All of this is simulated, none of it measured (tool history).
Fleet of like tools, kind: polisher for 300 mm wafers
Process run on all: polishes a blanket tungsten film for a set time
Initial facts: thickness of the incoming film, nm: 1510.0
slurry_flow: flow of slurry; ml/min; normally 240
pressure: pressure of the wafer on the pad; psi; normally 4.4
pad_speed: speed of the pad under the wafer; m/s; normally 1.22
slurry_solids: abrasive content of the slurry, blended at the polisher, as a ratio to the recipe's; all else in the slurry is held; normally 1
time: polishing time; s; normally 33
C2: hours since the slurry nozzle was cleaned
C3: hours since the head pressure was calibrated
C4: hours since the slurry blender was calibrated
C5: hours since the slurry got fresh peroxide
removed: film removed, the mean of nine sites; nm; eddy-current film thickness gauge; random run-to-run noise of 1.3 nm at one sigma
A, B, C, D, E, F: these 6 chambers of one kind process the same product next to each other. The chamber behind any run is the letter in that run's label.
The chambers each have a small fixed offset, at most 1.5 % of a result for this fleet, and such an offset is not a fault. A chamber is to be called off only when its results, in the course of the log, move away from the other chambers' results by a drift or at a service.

-- hour=4.6 chamber B: worn pad replaced by a new one
run 1A hour=7.0 | slurry_flow=240 pressure=4.4 pad_speed=1.22 slurry_solids=1 time=33 | wafers_polished_on_this_pad=548 C2=515.5 C3=222.3 C4=44.5 C5=49.9 | removed=193.04
-- hour=8.4 chamber D: worn pad replaced by a new one
-- hour=11.8 chamber C: slurry nozzle cleaned
run 2B hour=17.0 | slurry_flow=240 pressure=4.4 pad_speed=1.22 slurry_solids=1 time=33 | wafers_polished_on_this_pad=138 C2=598.3 C3=103.6 C4=35.6 C5=83.1 | removed=193.16
-- hour=22.3 chamber B: slurry tank refilled with fresh slurry and peroxide
run 3D hour=23.5 | slurry_flow=240 pressure=4.4 pad_speed=1.22 slurry_solids=1 time=33 | wafers_polished_on_this_pad=168 C2=448.5 C3=340.6 C4=286.1 C5=84.5 | removed=193.10
-- hour=25.0 chamber A: worn pad replaced by a new one
-- hour=26.4 chamber B: slurry nozzle cleaned
run 4C hour=30.7 | slurry_flow=240 pressure=4.4 pad_speed=1.22 slurry_solids=1 time=33 | wafers_polished_on_this_pad=999 C2=19.0 C3=147.3 C4=111.1 C5=115.5 | removed=189.78
run 5F hour=39.6 | slurry_flow=240 pressure=4.4 pad_speed=1.22 slurry_solids=1 time=33 | wafers_polished_on_this_pad=1109 C2=88.4 C3=325.1 C4=92.4 C5=111.9 | removed=191.47
-- hour=40.5 chamber F: worn pad replaced by a new one
run 6E hour=45.0 | slurry_flow=240 pressure=4.4 pad_speed=1.22 slurry_solids=1 time=33 | wafers_polished_on_this_pad=1570 C2=339.9 C3=160.8 C4=149.5 C5=82.1 | removed=193.29
-- hour=47.9 chamber E: worn pad replaced by a new one
-- hour=54.9 chamber A: head pressure recalibrated
-- hour=55.0 chamber A: slurry blender recalibrated
run 7A hour=55.1 | slurry_flow=240 pressure=4.4 pad_speed=1.22 slurry_solids=1 time=33 | wafers_polished_on_this_pad=335 C2=563.6 C3=0.2 C4=0.1 C5=98.0 | removed=193.03
-- hour=58.9 chamber C: worn pad replaced by a new one
run 8B hour=62.6 | slurry_flow=240 pressure=4.4 pad_speed=1.22 slurry_solids=1 time=33 | wafers_polished_on_this_pad=644 C2=36.2 C3=149.2 C4=81.2 C5=40.3 | removed=192.26
run 9E hour=67.9 | slurry_flow=240 pressure=4.4 pad_speed=1.22 slurry_solids=1 time=33 | wafers_polished_on_this_pad=222 C2=362.8 C3=183.7 C4=172.4 C5=105.0 | removed=192.33
-- hour=69.7 chamber E: slurry nozzle cleaned
-- hour=70.4 chamber D: slurry tank refilled with fresh slurry and peroxide
-- hour=72.2 chamber D: worn pad replaced by a new one
run 10C hour=74.7 | slurry_flow=240 pressure=4.4 pad_speed=1.22 slurry_solids=1 time=33 | wafers_polished_on_this_pad=176 C2=63.0 C3=191.3 C4=155.1 C5=159.5 | removed=189.77
-- hour=78.5 chamber A: worn pad replaced by a new one
run 11F hour=84.5 | slurry_flow=240 pressure=4.4 pad_speed=1.22 slurry_solids=1 time=33 | wafers_polished_on_this_pad=488 C2=133.3 C3=370.0 C4=137.3 C5=156.8 | removed=195.23
-- hour=89.7 chamber F: slurry tank refilled with fresh slurry and peroxide
run 12D hour=90.3 | slurry_flow=240 pressure=4.4 pad_speed=1.22 slurry_solids=1 time=33 | wafers_polished_on_this_pad=201 C2=515.3 C3=407.4 C4=352.9 C5=20.0 | removed=191.31
run 13E hour=99.6 | slurry_flow=240 pressure=4.4 pad_speed=1.22 slurry_solids=1 time=33 | wafers_polished_on_this_pad=574 C2=30.0 C3=215.4 C4=204.1 C5=136.7 | removed=190.03
-- hour=100.3 chamber B: slurry blender recalibrated
-- hour=103.7 chamber E: slurry tank refilled with fresh slurry and peroxide
-- hour=104.4 chamber F: slurry blender recalibrated
run 14B hour=104.8 | slurry_flow=240 pressure=4.4 pad_speed=1.22 slurry_solids=1 time=33 | wafers_polished_on_this_pad=1113 C2=78.4 C3=191.4 C4=4.6 C5=82.5 | removed=191.08
-- hour=107.9 chamber A: slurry tank refilled with fresh slurry and peroxide
run 15A hour=114.7 | slurry_flow=240 pressure=4.4 pad_speed=1.22 slurry_solids=1 time=33 | wafers_polished_on_this_pad=402 C2=623.2 C3=59.8 C4=59.7 C5=6.8 | removed=193.47
-- hour=119.1 chamber D: slurry blender recalibrated
-- hour=119.8 chamber B: slurry tank refilled with fresh slurry and peroxide
run 16C hour=121.7 | slurry_flow=240 pressure=4.4 pad_speed=1.22 slurry_solids=1 time=33 | wafers_polished_on_this_pad=698 C2=110.0 C3=238.3 C4=202.1 C5=206.5 | removed=188.98
-- hour=124.7 chamber B: worn pad replaced by a new one
run 17D hour=126.8 | slurry_flow=240 pressure=4.4 pad_speed=1.22 slurry_solids=1 time=33 | wafers_polished_on_this_pad=606 C2=551.8 C3=443.9 C4=7.7 C5=56.5 | removed=189.43
run 18F hour=134.0 | slurry_flow=240 pressure=4.4 pad_speed=1.22 slurry_solids=1 time=33 | wafers_polished_on_this_pad=1037 C2=182.8 C3=419.5 C4=29.6 C5=44.4 | removed=193.01
-- hour=139.1 chamber D: worn pad replaced by a new one
run 19A hour=139.9 | slurry_flow=240 pressure=4.4 pad_speed=1.22 slurry_solids=1 time=33 | wafers_polished_on_this_pad=681 C2=648.4 C3=85.0 C4=84.9 C5=32.0 | removed=194.52
-- hour=145.2 chamber A: worn pad replaced by a new one
run 20F hour=147.3 | slurry_flow=240 pressure=4.4 pad_speed=1.22 slurry_solids=1 time=33 | wafers_polished_on_this_pad=1185 C2=196.1 C3=432.8 C4=42.9 C5=57.7 | removed=192.35
-- hour=151.2 chamber D: slurry nozzle cleaned
-- hour=153.3 chamber C: worn pad replaced by a new one
run 21D hour=153.7 | slurry_flow=240 pressure=4.4 pad_speed=1.22 slurry_solids=1 time=33 | wafers_polished_on_this_pad=162 C2=2.5 C3=470.8 C4=34.6 C5=83.4 | removed=192.14
-- hour=162.6 chamber F: worn pad replaced by a new one
run 22B hour=163.0 | slurry_flow=240 pressure=4.4 pad_speed=1.56 slurry_solids=1 time=33 | wafers_polished_on_this_pad=425 C2=136.6 C3=249.6 C4=62.8 C5=43.3 | removed=246.17
-- hour=169.9 chamber A: slurry blender recalibrated
-- hour=171.4 chamber E: worn pad replaced by a new one
run 23E hour=172.0 | slurry_flow=240 pressure=4.4 pad_speed=1.56 slurry_solids=1 time=33 | wafers_polished_on_this_pad=6 C2=102.4 C3=287.8 C4=276.5 C5=68.4 | removed=239.81
run 24C hour=181.8 | slurry_flow=240 pressure=4.4 pad_speed=1.56 slurry_solids=1 time=33 | wafers_polished_on_this_pad=316 C2=170.1 C3=298.4 C4=262.2 C5=266.6 | removed=237.91
run 25A hour=190.1 | slurry_flow=240 pressure=4.4 pad_speed=1.56 slurry_solids=1 time=33 | wafers_polished_on_this_pad=498 C2=698.6 C3=135.2 C4=20.3 C5=82.2 | removed=249.56
-- hour=191.5 chamber F: head pressure recalibrated
-- hour=195.0 chamber D: worn pad replaced by a new one
-- hour=198.1 chamber A: worn pad replaced by a new one
run 26D hour=198.9 | slurry_flow=240 pressure=4.4 pad_speed=1.56 slurry_solids=1 time=33 | wafers_polished_on_this_pad=43 C2=47.7 C3=516.0 C4=79.8 C5=128.6 | removed=246.50
-- hour=201.3 chamber B: slurry blender recalibrated
-- hour=202.0 chamber D: slurry tank refilled with fresh slurry and peroxide
run 27F hour=208.2 | slurry_flow=240 pressure=4.4 pad_speed=1.56 slurry_solids=1 time=33 | wafers_polished_on_this_pad=506 C2=257.0 C3=16.8 C4=103.8 C5=118.6 | removed=247.47
run 28B hour=213.7 | slurry_flow=240 pressure=4.4 pad_speed=1.22 slurry_solids=1 time=33 | wafers_polished_on_this_pad=987 C2=187.3 C3=300.3 C4=12.5 C5=94.0 | removed=188.59
-- hour=214.7 chamber B: slurry tank refilled with fresh slurry and peroxide
-- hour=215.8 chamber E: slurry blender recalibrated
run 29C hour=223.4 | slurry_flow=240 pressure=4.4 pad_speed=1.22 slurry_solids=1 time=33 | wafers_polished_on_this_pad=778 C2=211.7 C3=340.0 C4=303.8 C5=308.2 | removed=185.26
run 30E hour=233.6 | slurry_flow=240 pressure=4.4 pad_speed=1.22 slurry_solids=1 time=33 | wafers_polished_on_this_pad=690 C2=164.0 C3=349.4 C4=17.8 C5=130.0 | removed=191.39
-- hour=240.0 chamber B: worn pad replaced by a new one
run 31B hour=240.8 | slurry_flow=240 pressure=4.4 pad_speed=1.22 slurry_solids=1 time=33 | wafers_polished_on_this_pad=9 C2=214.4 C3=327.4 C4=39.6 C5=26.2 | removed=189.57
-- hour=241.9 chamber C: slurry nozzle cleaned
-- hour=243.8 chamber F: slurry tank refilled with fresh slurry and peroxide
-- hour=247.3 chamber C: worn pad replaced by a new one
run 32F hour=247.3 | slurry_flow=240 pressure=4.4 pad_speed=1.22 slurry_solids=1 time=33 | wafers_polished_on_this_pad=940 C2=296.1 C3=55.9 C4=142.9 C5=3.5 | removed=192.50
run 33C hour=252.9 | slurry_flow=240 pressure=4.4 pad_speed=1.22 slurry_solids=1 time=33 | wafers_polished_on_this_pad=62 C2=11.0 C3=369.5 C4=333.3 C5=337.7 | removed=183.28
-- hour=258.6 chamber D: worn pad replaced by a new one
-- hour=259.0 chamber E: slurry tank refilled with fresh slurry and peroxide
run 34E hour=259.2 | slurry_flow=240 pressure=4.4 pad_speed=1.22 slurry_solids=1 time=33 | wafers_polished_on_this_pad=974 C2=189.6 C3=375.0 C4=43.4 C5=0.2 | removed=189.71
-- hour=265.2 chamber A: worn pad replaced by a new one
-- hour=266.2 chamber A: slurry blender recalibrated
-- hour=267.2 chamber A: slurry tank refilled with fresh slurry and peroxide
run 35A hour=268.8 | slurry_flow=240 pressure=4.4 pad_speed=1.22 slurry_solids=1 time=33 | wafers_polished_on_this_pad=40 C2=777.3 C3=213.9 C4=2.6 C5=1.7 | removed=192.66
run 36D hour=278.0 | slurry_flow=240 pressure=4.4 pad_speed=1.22 slurry_solids=1 time=33 | wafers_polished_on_this_pad=216 C2=126.8 C3=595.1 C4=158.9 C5=76.0 | removed=188.44
run 37E hour=285.4 | slurry_flow=240 pressure=4.4 pad_speed=1.22 slurry_solids=1 time=33 | wafers_polished_on_this_pad=1265 C2=215.8 C3=401.2 C4=69.6 C5=26.4 | removed=193.32
run 38D hour=294.2 | slurry_flow=240 pressure=4.4 pad_speed=1.22 slurry_solids=1 time=33 | wafers_polished_on_this_pad=396 C2=143.0 C3=611.3 C4=175.1 C5=92.2 | removed=188.72
run 39A hour=298.9 | slurry_flow=240 pressure=4.4 pad_speed=1.22 slurry_solids=1 time=33 | wafers_polished_on_this_pad=374 C2=807.4 C3=244.0 C4=32.7 C5=31.8 | removed=196.03

The same settings go to every chamber for the next run, one line per chamber below. Forecast the results for each:
run 40A hour=306.2 | slurry_flow=240 pressure=4.4 pad_speed=1.00 slurry_solids=1 time=33 | removed=?
run 40B hour=306.2 | slurry_flow=240 pressure=4.4 pad_speed=1.00 slurry_solids=1 time=33 | removed=?
run 40C hour=306.2 | slurry_flow=240 pressure=4.4 pad_speed=1.00 slurry_solids=1 time=33 | removed=?
run 40D hour=306.2 | slurry_flow=240 pressure=4.4 pad_speed=1.00 slurry_solids=1 time=33 | removed=?
run 40E hour=306.2 | slurry_flow=240 pressure=4.4 pad_speed=1.00 slurry_solids=1 time=33 | removed=?
run 40F hour=306.2 | slurry_flow=240 pressure=4.4 pad_speed=1.00 slurry_solids=1 time=33 | removed=?

run=40A removed=160.44
run=40B removed=155.86
run=40C removed=149.86
run=40D removed=155.28
run=40E removed=159.25
run=40F removed=157.25
